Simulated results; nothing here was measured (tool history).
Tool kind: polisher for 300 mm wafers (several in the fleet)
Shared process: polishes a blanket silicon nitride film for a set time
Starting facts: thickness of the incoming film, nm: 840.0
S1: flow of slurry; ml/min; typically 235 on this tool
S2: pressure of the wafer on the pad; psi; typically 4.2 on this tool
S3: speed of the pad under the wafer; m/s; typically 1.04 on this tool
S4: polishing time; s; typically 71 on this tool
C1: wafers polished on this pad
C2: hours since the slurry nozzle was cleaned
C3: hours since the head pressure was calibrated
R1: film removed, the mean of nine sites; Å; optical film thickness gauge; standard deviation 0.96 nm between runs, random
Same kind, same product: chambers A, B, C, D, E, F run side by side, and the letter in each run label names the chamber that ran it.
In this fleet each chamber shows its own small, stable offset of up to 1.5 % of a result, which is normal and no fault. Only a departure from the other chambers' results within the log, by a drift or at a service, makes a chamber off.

Run 1B, hour 2.6: usual settings; C1 840; C2 643.1; C3 45.9. Result: R1 1290.6 Å.
Run 2F, hour 7.3: usual settings; C1 902; C2 335.6; C3 24.2. Result: R1 1282.3 Å.
Run 3A, hour 10.7: usual settings; C1 521; C2 467.2; C3 501.8. Result: R1 1270.8 Å.
Run 4E, hour 15.1: usual settings; C1 880; C2 442.3; C3 478.7. Result: R1 1299.8 Å.
Run 5C, hour 20.4: usual settings; C1 413; C2 226.9; C3 38.3. Result: R1 1297.5 Å.
At hour 24.1: chamber B: slurry nozzle cleaned.
Run 6D, hour 25.1: usual settings; C1 537; C2 26; C3 213.2. Result: R1 1298.1 Å.
Run 7F, hour 28: usual settings; C1 1079; C2 356.3; C3 44.9. Result: R1 1277.4 Å.
Run 8B, hour 33: usual settings; C1 1101; C2 9; C3 76.3. Result: R1 1286.5 Å.
At hour 33.2: chamber A: worn pad replaced by a new one.
Run 9D, hour 35.7: usual settings; C1 627; C2 36.6; C3 223.8. Result: R1 1290.2 Å.
Run 10A, hour 39.2: usual settings but S2 3.2 psi, S4 55 s; C1 51; C2 495.7; C3 530.3. Result: R1 747.44 Å.
At hour 40.5: chamber F: worn pad replaced by a new one.
At hour 43.3: chamber B: worn pad replaced by a new one.
Run 11C, hour 43.6: usual settings but S2 3.2 psi, S4 55 s; C1 612; C2 250.1; C3 61.5. Result: R1 766.08 Å.
Run 12E, hour 49.3: usual settings but S2 3.2 psi, S4 55 s; C1 1173; C2 476.5; C3 512.9. Result: R1 747.13 Å.
At hour 50.5: chamber D: worn pad replaced by a new one.
Run 13F, hour 54.8: usual settings but S2 3.2 psi, S4 55 s; C1 123; C2 383.1; C3 71.7. Result: R1 755.57 Å.
At hour 59.4: chamber F: slurry nozzle cleaned.
Run 14B, hour 59.5: usual settings but S2 3.2 psi, S4 55 s; C1 138; C2 35.5; C3 102.8. Result: R1 755.28 Å.
Run 15A, hour 62.8: usual settings but S2 3.2 psi, S4 55 s; C1 253; C2 519.3; C3 553.9. Result: R1 754.5 Å.
Run 16C, hour 67: usual settings; C1 812; C2 273.5; C3 84.9. Result: R1 1314.2 Å.
Run 17D, hour 71.6: usual settings; C1 180; C2 72.5; C3 259.7. Result: R1 1294.9 Å.
Run 18E, hour 74.9: usual settings; C1 1393; C2 502.1; C3 538.5. Result: R1 1256.1 Å.
Run 19D, hour 77.6: usual settings; C1 232; C2 78.5; C3 265.7. Result: R1 1300.8 Å.
Run 20B, hour 82.5: usual settings; C1 336; C2 58.5; C3 125.8. Result: R1 1274.7 Å.
Run 21C, hour 86: usual settings; C1 975; C2 292.5; C3 103.9. Result: R1 1292.3 Å.
At hour 86.4: chamber A: slurry nozzle cleaned.
Run 22A, hour 88.9: usual settings; C1 477; C2 2.6; C3 580. Result: R1 1291.8 Å.
Run 23E, hour 93.5: usual settings; C1 1552; C2 520.7; C3 557.1. Result: R1 1233.8 Å.
Run 24F, hour 97.8: usual settings but S1 170 ml/min, S4 85 s; C1 491; C2 38.4; C3 114.7. Result: R1 1481.1 Å.
Run 25E, hour 101: usual settings but S1 170 ml/min, S4 85 s; C1 1616; C2 528.2; C3 564.6. Result: R1 1426.1 Å.
At hour 101.8: chamber A: worn pad replaced by a new one.
Run 26C, hour 104.6: usual settings but S1 170 ml/min, S4 85 s; C1 1135; C2 311.1; C3 122.5. Result: R1 1483.6 Å.
Run 27F, hour 109.1: usual settings but S1 170 ml/min, S4 85 s; C1 588; C2 49.7; C3 126. Result: R1 1470.6 Å.
Run 28A, hour 114.2: usual settings but S1 170 ml/min, S4 85 s; C1 106; C2 27.9; C3 605.3. Result: R1 1488.8 Å.
Run 29D, hour 119.1: usual settings but S1 170 ml/min, S4 85 s; C1 588; C2 120; C3 307.2. Result: R1 1486.9 Å.
Run 30B, hour 121.6: usual settings; C1 671; C2 97.6; C3 164.9. Result: R1 1273.1 Å.
Run 31D, hour 124.8: usual settings; C1 636; C2 125.7; C3 312.9. Result: R1 1304.1 Å.
Run 32B, hour 128.7: usual settings; C1 732; C2 104.7; C3 172. Result: R1 1276.8 Å.
Run 33A, hour 133.2: usual settings; C1 269; C2 46.9; C3 624.3. Result: R1 1282.3 Å.
At hour 137.6: chamber D: worn pad replaced by a new one.
Run 34C, hour 138.6: usual settings; C1 1426; C2 345.1; C3 156.5. Result: R1 1308.7 Å.
Run 35E, hour 142.7: usual settings; C1 1974; C2 569.9; C3 606.3. Result: R1 1200.4 Å.
Run 36F, hour 148: usual settings; C1 921; C2 88.6; C3 164.9. Result: R1 1286.3 Å.
Run 37A, hour 152.1: usual settings; C1 431; C2 65.8; C3 643.2. Result: R1 1283.2 Å.
Run 38B, hour 156.2: usual settings; C1 967; C2 132.2; C3 199.5. Result: R1 1286 Å.
Run 39D, hour 161.9: usual settings; C1 208; C2 162.8; C3 350. Result: R1 1292.7 Å.

All 6 chambers run these settings next. Forecast each chamber's results:
Run 40A, hour 166: usual settings but S4 84 s. Result: R1 ?.
Run 40B, hour 166: usual settings but S4 84 s. Result: R1 ?.
Run 40C, hour 166: usual settings but S4 84 s. Result: R1 ?.
Run 40D, hour 166: usual settings but S4 84 s. Result: R1 ?.
Run 40E, hour 166: usual settings but S4 84 s. Result: R1 ?.
Run 40F, hour 166: usual settings but S4 84 s. Result: R1 ?.

run      R1
40A  1503.5
40B  1523.5
40C  1512.1
40D  1520.9
40E    1383
40F  1497.4
